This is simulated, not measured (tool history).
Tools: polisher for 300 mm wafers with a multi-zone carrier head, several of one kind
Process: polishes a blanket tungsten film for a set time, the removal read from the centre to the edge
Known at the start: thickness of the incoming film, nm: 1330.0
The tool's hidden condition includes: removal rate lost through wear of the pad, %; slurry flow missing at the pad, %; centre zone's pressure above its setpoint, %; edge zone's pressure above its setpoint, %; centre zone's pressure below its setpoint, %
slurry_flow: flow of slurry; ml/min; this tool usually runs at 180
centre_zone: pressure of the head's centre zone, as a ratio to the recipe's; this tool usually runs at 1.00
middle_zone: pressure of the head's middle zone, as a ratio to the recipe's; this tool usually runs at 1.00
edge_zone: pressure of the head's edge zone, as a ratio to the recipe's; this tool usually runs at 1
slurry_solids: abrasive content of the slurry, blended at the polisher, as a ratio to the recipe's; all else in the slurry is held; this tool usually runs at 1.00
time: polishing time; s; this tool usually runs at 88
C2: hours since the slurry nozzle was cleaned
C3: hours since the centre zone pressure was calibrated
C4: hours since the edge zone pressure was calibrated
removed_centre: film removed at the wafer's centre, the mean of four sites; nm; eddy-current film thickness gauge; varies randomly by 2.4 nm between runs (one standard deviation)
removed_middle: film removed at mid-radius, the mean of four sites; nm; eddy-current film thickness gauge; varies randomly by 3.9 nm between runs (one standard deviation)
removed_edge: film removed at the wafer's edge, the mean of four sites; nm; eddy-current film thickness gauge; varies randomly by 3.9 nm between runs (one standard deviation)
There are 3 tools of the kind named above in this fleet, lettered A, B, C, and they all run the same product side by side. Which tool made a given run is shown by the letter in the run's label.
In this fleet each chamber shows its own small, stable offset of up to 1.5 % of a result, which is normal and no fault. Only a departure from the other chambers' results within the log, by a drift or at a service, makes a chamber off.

{"run": "1A", "hour": 4.8, "slurry_flow": 180, "centre_zone": 1.0, "middle_zone": 1.0, "edge_zone": 1, "slurry_solids": 1.0, "time": 88, "wafers polished on this pad": 297, "C2": 502.0, "C3": 334.5, "C4": 142.2, "removed_centre": 292.77, "removed_middle": 286.11, "removed_edge": 293.84}
{"run": "2B", "hour": 14.2, "slurry_flow": 180, "centre_zone": 1.0, "middle_zone": 1.0, "edge_zone": 1, "slurry_solids": 1.0, "time": 88, "wafers polished on this pad": 397, "C2": 553.3, "C3": 549.1, "C4": 657.7, "removed_centre": 291.74, "removed_middle": 288.16, "removed_edge": 293.06}
{"hour": 16.8, "done": "chamber B: slurry nozzle cleaned"}
{"run": "3C", "hour": 24.1, "slurry_flow": 180, "centre_zone": 1.0, "middle_zone": 1.0, "edge_zone": 1, "slurry_solids": 1.0, "time": 88, "wafers polished on this pad": 654, "C2": 330.7, "C3": 647.2, "C4": 1028.3, "removed_centre": 293.26, "removed_middle": 292.49, "removed_edge": 292.0}
{"run": "4A", "hour": 31.3, "slurry_flow": 180, "centre_zone": 1.0, "middle_zone": 1.0, "edge_zone": 1, "slurry_solids": 1.0, "time": 88, "wafers polished on this pad": 599, "C2": 528.5, "C3": 361.0, "C4": 168.7, "removed_centre": 295.69, "removed_middle": 296.11, "removed_edge": 294.13}
{"run": "5C", "hour": 37.5, "slurry_flow": 180, "centre_zone": 1.0, "middle_zone": 1.0, "edge_zone": 1, "slurry_solids": 1.0, "time": 88, "wafers polished on this pad": 806, "C2": 344.1, "C3": 660.6, "C4": 1041.7, "removed_centre": 291.15, "removed_middle": 299.34, "removed_edge": 289.34}
{"hour": 38.1, "done": "chamber C: worn pad replaced by a new one"}
{"run": "6B", "hour": 42.6, "slurry_flow": 180, "centre_zone": 1.0, "middle_zone": 1.0, "edge_zone": 1, "slurry_solids": 1.0, "time": 88, "wafers polished on this pad": 721, "C2": 25.8, "C3": 577.5, "C4": 686.1, "removed_centre": 294.57, "removed_middle": 289.97, "removed_edge": 284.28}
{"run": "7B", "hour": 48.6, "slurry_flow": 220, "centre_zone": 0.89, "middle_zone": 1.0, "edge_zone": 1, "slurry_solids": 1.0, "time": 88, "wafers polished on this pad": 790, "C2": 31.8, "C3": 583.5, "C4": 692.1, "removed_centre": 267.39, "removed_middle": 292.46, "removed_edge": 297.76}
{"hour": 56.2, "done": "chamber C: edge zone pressure recalibrated"}
{"run": "8C", "hour": 56.8, "slurry_flow": 220, "centre_zone": 0.89, "middle_zone": 1.0, "edge_zone": 1, "slurry_solids": 1.0, "time": 88, "wafers polished on this pad": 214, "C2": 363.4, "C3": 679.9, "C4": 0.6, "removed_centre": 266.08, "removed_middle": 299.94, "removed_edge": 295.26}
{"hour": 60.3, "done": "chamber B: worn pad replaced by a new one"}
{"run": "9A", "hour": 63.3, "slurry_flow": 220, "centre_zone": 0.89, "middle_zone": 1.0, "edge_zone": 1, "slurry_solids": 1.0, "time": 88, "wafers polished on this pad": 965, "C2": 560.5, "C3": 393.0, "C4": 200.7, "removed_centre": 266.1, "removed_middle": 301.07, "removed_edge": 310.24}
{"run": "10B", "hour": 69.9, "slurry_flow": 180, "centre_zone": 1.0, "middle_zone": 1.0, "edge_zone": 1, "slurry_solids": 0.75, "time": 88, "wafers polished on this pad": 110, "C2": 53.1, "C3": 604.8, "C4": 713.4, "removed_centre": 272.8, "removed_middle": 270.56, "removed_edge": 277.89}
{"run": "11A", "hour": 79.0, "slurry_flow": 180, "centre_zone": 1.0, "middle_zone": 1.0, "edge_zone": 1, "slurry_solids": 0.75, "time": 88, "wafers polished on this pad": 1144, "C2": 576.2, "C3": 408.7, "C4": 216.4, "removed_centre": 270.07, "removed_middle": 273.31, "removed_edge": 275.45}
{"run": "12C", "hour": 84.0, "slurry_flow": 180, "centre_zone": 1.0, "middle_zone": 1.0, "edge_zone": 1, "slurry_solids": 0.75, "time": 88, "wafers polished on this pad": 524, "C2": 390.6, "C3": 707.1, "C4": 27.8, "removed_centre": 272.39, "removed_middle": 278.48, "removed_edge": 274.97}
{"hour": 91.7, "done": "chamber A: worn pad replaced by a new one"}
{"run": "13A", "hour": 92.2, "slurry_flow": 180, "centre_zone": 1.0, "middle_zone": 1.0, "edge_zone": 1, "slurry_solids": 1.0, "time": 88, "wafers polished on this pad": 6, "C2": 589.4, "C3": 421.9, "C4": 229.6, "removed_centre": 296.2, "removed_middle": 287.26, "removed_edge": 295.18}
{"run": "14B", "hour": 99.1, "slurry_flow": 180, "centre_zone": 1.0, "middle_zone": 1.0, "edge_zone": 1, "slurry_solids": 1.0, "time": 88, "wafers polished on this pad": 443, "C2": 82.3, "C3": 634.0, "C4": 742.6, "removed_centre": 297.15, "removed_middle": 292.85, "removed_edge": 289.7}
{"run": "15C", "hour": 103.5, "slurry_flow": 180, "centre_zone": 1.0, "middle_zone": 1.0, "edge_zone": 1, "slurry_solids": 1.0, "time": 88, "wafers polished on this pad": 746, "C2": 410.1, "C3": 726.6, "C4": 47.3, "removed_centre": 290.08, "removed_middle": 296.51, "removed_edge": 294.76}
{"hour": 104.6, "done": "chamber C: worn pad replaced by a new one"}
{"run": "16B", "hour": 108.7, "slurry_flow": 180, "centre_zone": 1.0, "middle_zone": 1.0, "edge_zone": 1, "slurry_solids": 1.0, "time": 88, "wafers polished on this pad": 553, "C2": 91.9, "C3": 643.6, "C4": 752.2, "removed_centre": 293.39, "removed_middle": 288.85, "removed_edge": 287.8}
{"run": "17A", "hour": 114.7, "slurry_flow": 180, "centre_zone": 1.0, "middle_zone": 1.0, "edge_zone": 1, "slurry_solids": 1.0, "time": 88, "wafers polished on this pad": 262, "C2": 611.9, "C3": 444.4, "C4": 252.1, "removed_centre": 294.91, "removed_middle": 296.83, "removed_edge": 288.52}
{"run": "18C", "hour": 124.4, "slurry_flow": 180, "centre_zone": 1.0, "middle_zone": 1.0, "edge_zone": 1, "slurry_solids": 1.0, "time": 88, "wafers polished on this pad": 226, "C2": 431.0, "C3": 747.5, "C4": 68.2, "removed_centre": 294.79, "removed_middle": 291.67, "removed_edge": 292.58}
{"run": "19B", "hour": 133.8, "slurry_flow": 180, "centre_zone": 1.0, "middle_zone": 1.0, "edge_zone": 1, "slurry_solids": 1.0, "time": 88, "wafers polished on this pad": 839, "C2": 117.0, "C3": 668.7, "C4": 777.3, "removed_centre": 290.57, "removed_middle": 290.02, "removed_edge": 289.64}
{"run": "20A", "hour": 140.5, "slurry_flow": 180, "centre_zone": 1.0, "middle_zone": 1.0, "edge_zone": 1, "slurry_solids": 1.0, "time": 88, "wafers polished on this pad": 557, "C2": 637.7, "C3": 470.2, "C4": 277.9, "removed_centre": 292.4, "removed_middle": 295.69, "removed_edge": 292.15}
{"run": "21C", "hour": 144.8, "slurry_flow": 180, "centre_zone": 1.0, "middle_zone": 1.0, "edge_zone": 1, "slurry_solids": 1.0, "time": 88, "wafers polished on this pad": 459, "C2": 451.4, "C3": 767.9, "C4": 88.6, "removed_centre": 296.47, "removed_middle": 291.76, "removed_edge": 289.57}
{"run": "22B", "hour": 154.9, "slurry_flow": 180, "centre_zone": 1.0, "middle_zone": 1.0, "edge_zone": 1, "slurry_solids": 1.0, "time": 88, "wafers polished on this pad": 1080, "C2": 138.1, "C3": 689.8, "C4": 798.4, "removed_centre": 292.98, "removed_middle": 285.07, "removed_edge": 289.91}
{"hour": 160.5, "done": "chamber B: worn pad replaced by a new one"}
{"run": "23A", "hour": 164.4, "slurry_flow": 180, "centre_zone": 1.0, "middle_zone": 1.0, "edge_zone": 1, "slurry_solids": 1.0, "time": 88, "wafers polished on this pad": 829, "C2": 661.6, "C3": 494.1, "C4": 301.8, "removed_centre": 295.74, "removed_middle": 299.89, "removed_edge": 289.55}
{"hour": 168.9, "done": "chamber C: centre zone pressure recalibrated"}
{"hour": 169.0, "done": "chamber C: worn pad replaced by a new one"}
{"run": "24C", "hour": 172.4, "slurry_flow": 180, "centre_zone": 1.0, "middle_zone": 1.0, "edge_zone": 1, "slurry_solids": 1.0, "time": 88, "wafers polished on this pad": 39, "C2": 479.0, "C3": 3.6, "C4": 116.2, "removed_centre": 277.29, "removed_middle": 292.45, "removed_edge": 283.58}
{"run": "25B", "hour": 178.5, "slurry_flow": 180, "centre_zone": 1.0, "middle_zone": 1.0, "edge_zone": 1, "slurry_solids": 1.0, "time": 88, "wafers polished on this pad": 206, "C2": 161.7, "C3": 713.4, "C4": 822.0, "removed_centre": 293.73, "removed_middle": 288.35, "removed_edge": 290.53}
{"run": "26C", "hour": 187.4, "slurry_flow": 180, "centre_zone": 1.0, "middle_zone": 1.0, "edge_zone": 1, "slurry_solids": 0.8, "time": 107, "wafers polished on this pad": 210, "C2": 494.0, "C3": 18.6, "C4": 131.2, "removed_centre": 313.99, "removed_middle": 342.36, "removed_edge": 336.0}
{"run": "27A", "hour": 191.8, "slurry_flow": 180, "centre_zone": 1.0, "middle_zone": 1.0, "edge_zone": 1, "slurry_solids": 0.8, "time": 107, "wafers polished on this pad": 1142, "C2": 689.0, "C3": 521.5, "C4": 329.2, "removed_centre": 341.51, "removed_middle": 328.8, "removed_edge": 334.06}
{"run": "28B", "hour": 200.1, "slurry_flow": 180, "centre_zone": 1.0, "middle_zone": 1.0, "edge_zone": 1, "slurry_solids": 0.8, "time": 107, "wafers polished on this pad": 452, "C2": 183.3, "C3": 735.0, "C4": 843.6, "removed_centre": 341.02, "removed_middle": 340.54, "removed_edge": 333.07}
{"hour": 202.5, "done": "chamber A: worn pad replaced by a new one"}
{"run": "29A", "hour": 208.8, "slurry_flow": 180, "centre_zone": 1.0, "middle_zone": 1.0, "edge_zone": 1, "slurry_solids": 1.0, "time": 88, "wafers polished on this pad": 72, "C2": 706.0, "C3": 538.5, "C4": 346.2, "removed_centre": 295.5, "removed_middle": 295.09, "removed_edge": 302.07}
{"run": "30C", "hour": 218.9, "slurry_flow": 180, "centre_zone": 1.0, "middle_zone": 1.0, "edge_zone": 1, "slurry_solids": 1.0, "time": 88, "wafers polished on this pad": 570, "C2": 525.5, "C3": 50.1, "C4": 162.7, "removed_centre": 277.54, "removed_middle": 297.86, "removed_edge": 283.06}
{"hour": 220.5, "done": "chamber A: slurry nozzle cleaned"}
{"run": "31C", "hour": 228.1, "slurry_flow": 180, "centre_zone": 1.0, "middle_zone": 1.0, "edge_zone": 1, "slurry_solids": 1.0, "time": 88, "wafers polished on this pad": 675, "C2": 534.7, "C3": 59.3, "C4": 171.9, "removed_centre": 271.86, "removed_middle": 288.54, "removed_edge": 294.93}
{"hour": 233.2, "done": "chamber C: worn pad replaced by a new one"}
{"run": "32A", "hour": 234.2, "slurry_flow": 180, "centre_zone": 1.0, "middle_zone": 1.0, "edge_zone": 1, "slurry_solids": 1.0, "time": 88, "wafers polished on this pad": 361, "C2": 13.8, "C3": 563.9, "C4": 371.6, "removed_centre": 293.51, "removed_middle": 297.48, "removed_edge": 293.11}
{"run": "33B", "hour": 243.8, "slurry_flow": 180, "centre_zone": 1.0, "middle_zone": 1.0, "edge_zone": 1, "slurry_solids": 1.0, "time": 88, "wafers polished on this pad": 951, "C2": 227.0, "C3": 778.7, "C4": 887.3, "removed_centre": 290.14, "removed_middle": 293.77, "removed_edge": 295.55}
{"hour": 250.9, "done": "chamber B: worn pad replaced by a new one"}
{"run": "34A", "hour": 250.9, "slurry_flow": 180, "centre_zone": 1.0, "middle_zone": 1.0, "edge_zone": 1, "slurry_solids": 1.0, "time": 88, "wafers polished on this pad": 552, "C2": 30.5, "C3": 580.6, "C4": 388.3, "removed_centre": 293.34, "removed_middle": 293.62, "removed_edge": 295.47}
{"run": "35C", "hour": 258.9, "slurry_flow": 180, "centre_zone": 1.0, "middle_zone": 1.0, "edge_zone": 1, "slurry_solids": 1.0, "time": 88, "wafers polished on this pad": 293, "C2": 565.5, "C3": 90.1, "C4": 202.7, "removed_centre": 277.52, "removed_middle": 298.4, "removed_edge": 286.65}
{"run": "36B", "hour": 264.2, "slurry_flow": 180, "centre_zone": 1.0, "middle_zone": 0.91, "edge_zone": 1, "slurry_solids": 1.0, "time": 88, "wafers polished on this pad": 151, "C2": 247.4, "C3": 799.1, "C4": 907.7, "removed_centre": 297.27, "removed_middle": 268.82, "removed_edge": 290.48}
{"run": "37C", "hour": 273.4, "slurry_flow": 180, "centre_zone": 1.0, "middle_zone": 0.91, "edge_zone": 1, "slurry_solids": 1.0, "time": 88, "wafers polished on this pad": 459, "C2": 580.0, "C3": 104.6, "C4": 217.2, "removed_centre": 274.85, "removed_middle": 274.37, "removed_edge": 287.07}
{"run": "38A", "hour": 283.2, "slurry_flow": 180, "centre_zone": 1.0, "middle_zone": 0.91, "edge_zone": 1, "slurry_solids": 1.0, "time": 88, "wafers polished on this pad": 921, "C2": 62.8, "C3": 612.9, "C4": 420.6, "removed_centre": 292.42, "removed_middle": 270.66, "removed_edge": 299.33}
{"run": "39B", "hour": 292.8, "slurry_flow": 210, "centre_zone": 1.1, "middle_zone": 1.0, "edge_zone": 1, "slurry_solids": 1.0, "time": 88, "wafers polished on this pad": 478, "C2": 276.0, "C3": 827.7, "C4": 936.3, "removed_centre": 329.6, "removed_middle": 299.89, "removed_edge": 296.02}

The same settings go to every chamber for the next run, one line per chamber below. Forecast the results for each:
{"run": "40A", "hour": 300.0, "slurry_flow": 180, "centre_zone": 1.0, "middle_zone": 1.0, "edge_zone": 1, "slurry_solids": 1.0, "time": 62, "removed_centre": "?", "removed_middle": "?", "removed_edge": "?"}
{"run": "40B", "hour": 300.0, "slurry_flow": 180, "centre_zone": 1.0, "middle_zone": 1.0, "edge_zone": 1, "slurry_solids": 1.0, "time": 62, "removed_centre": "?", "removed_middle": "?", "removed_edge": "?"}
{"run": "40C", "hour": 300.0, "slurry_flow": 180, "centre_zone": 1.0, "middle_zone": 1.0, "edge_zone": 1, "slurry_solids": 1.0, "time": 62, "removed_centre": "?", "removed_middle": "?", "removed_edge": "?"}

run=40A removed_centre=205.51 removed_middle=212.58 removed_edge=207.38
run=40B removed_centre=209.14 removed_middle=204.63 removed_edge=205.33
run=40C removed_centre=192.09 removed_middle=203.52 removed_edge=202.02

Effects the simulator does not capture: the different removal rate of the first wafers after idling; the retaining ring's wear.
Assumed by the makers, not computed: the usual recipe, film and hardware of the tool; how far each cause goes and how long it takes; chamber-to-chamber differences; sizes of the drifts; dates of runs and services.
